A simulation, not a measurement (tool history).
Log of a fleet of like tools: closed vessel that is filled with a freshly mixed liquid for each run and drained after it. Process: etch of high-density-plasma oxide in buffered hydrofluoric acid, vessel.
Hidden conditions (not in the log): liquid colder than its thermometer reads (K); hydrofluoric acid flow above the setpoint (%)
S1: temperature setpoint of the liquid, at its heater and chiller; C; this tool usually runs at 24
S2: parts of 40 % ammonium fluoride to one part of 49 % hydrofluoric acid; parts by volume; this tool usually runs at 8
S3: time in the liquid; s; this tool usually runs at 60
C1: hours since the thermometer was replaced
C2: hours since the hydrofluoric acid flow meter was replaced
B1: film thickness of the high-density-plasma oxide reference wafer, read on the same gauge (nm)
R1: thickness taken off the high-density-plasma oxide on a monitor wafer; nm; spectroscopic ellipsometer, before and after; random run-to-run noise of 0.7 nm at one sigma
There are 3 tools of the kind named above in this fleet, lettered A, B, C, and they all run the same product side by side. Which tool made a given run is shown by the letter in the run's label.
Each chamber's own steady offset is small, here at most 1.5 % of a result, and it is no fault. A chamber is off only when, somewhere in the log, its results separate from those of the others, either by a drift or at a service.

run   hour    S1  S2  S3      C1      C2      B1      R1
 1A    6.2    24   8  60  2310.8   500.1  29.963  105.25
 2C   11.3    24   8  60   896.5  1242.8  30.037  107.75
 3B   16.5    24   8  60   606.3   665.4  29.978  107.38
 4A   19.5    24   8  60  2324.1   513.4  30.009  106.53
 5B   23.8    24   8  60   613.6   672.7  30.039  107.66
 6C     30    24   8  60   915.2  1261.5   29.99  108.96
 7C   34.3    24   8  60   919.5  1265.8  29.999  108.67
 8B     38    24   8  60   627.8   686.9      30  108.01
 9A   43.3  21.5   8  60  2347.9   537.2  30.041  92.772
10A   46.9  21.5   8  60  2351.5   540.8  29.988  93.215
11C   51.8  21.5   8  60     937  1283.3  29.964  94.065
12B   56.5    24   8  60   646.3   705.4   29.98  104.55
13C     62    24   8  60   947.2  1293.5  30.008  108.53
14A   66.8    24   8  60  2371.4   560.7  30.007  106.87
15B   72.9    24   8  60   662.7   721.8  30.032  103.21
      78.8  -- chamber A: thermometer replaced
16B   79.3    24   8  60   669.1   728.2  29.976  103.62
17C   82.1    24   8  60   967.3  1313.6  29.993  108.08
18A   86.1    24   8  60     7.4     580  30.015  107.36
19C   91.7    24   8  60   976.9  1323.2  29.993  108.78
20B   97.4    24   8  60   687.2   746.3  30.002  101.84
21A  101.3    24   8  60    22.6   595.2  30.001   105.7
22A  107.7    24   8  60      29   601.6   30.01  108.52
23B  113.2    24   8  60     703   762.1      30  100.11
24C  116.7    24   5  75  1001.9  1348.2  30.056   209.4
25B  119.5    24   5  75   709.3   768.4  30.034  189.97
26A  123.9    24   5  75    45.2   617.8  30.059   207.7
27C    129    24   8  60  1014.2  1360.5  29.992  109.36

Next, every chamber runs the same settings. What will each give?
28A  133.6  24   8  60               ?
28B  133.6  24   8  60               ?
28C  133.6  24   8  60               ?

run      R1
28A  105.44
28B  99.425
28C  106.27

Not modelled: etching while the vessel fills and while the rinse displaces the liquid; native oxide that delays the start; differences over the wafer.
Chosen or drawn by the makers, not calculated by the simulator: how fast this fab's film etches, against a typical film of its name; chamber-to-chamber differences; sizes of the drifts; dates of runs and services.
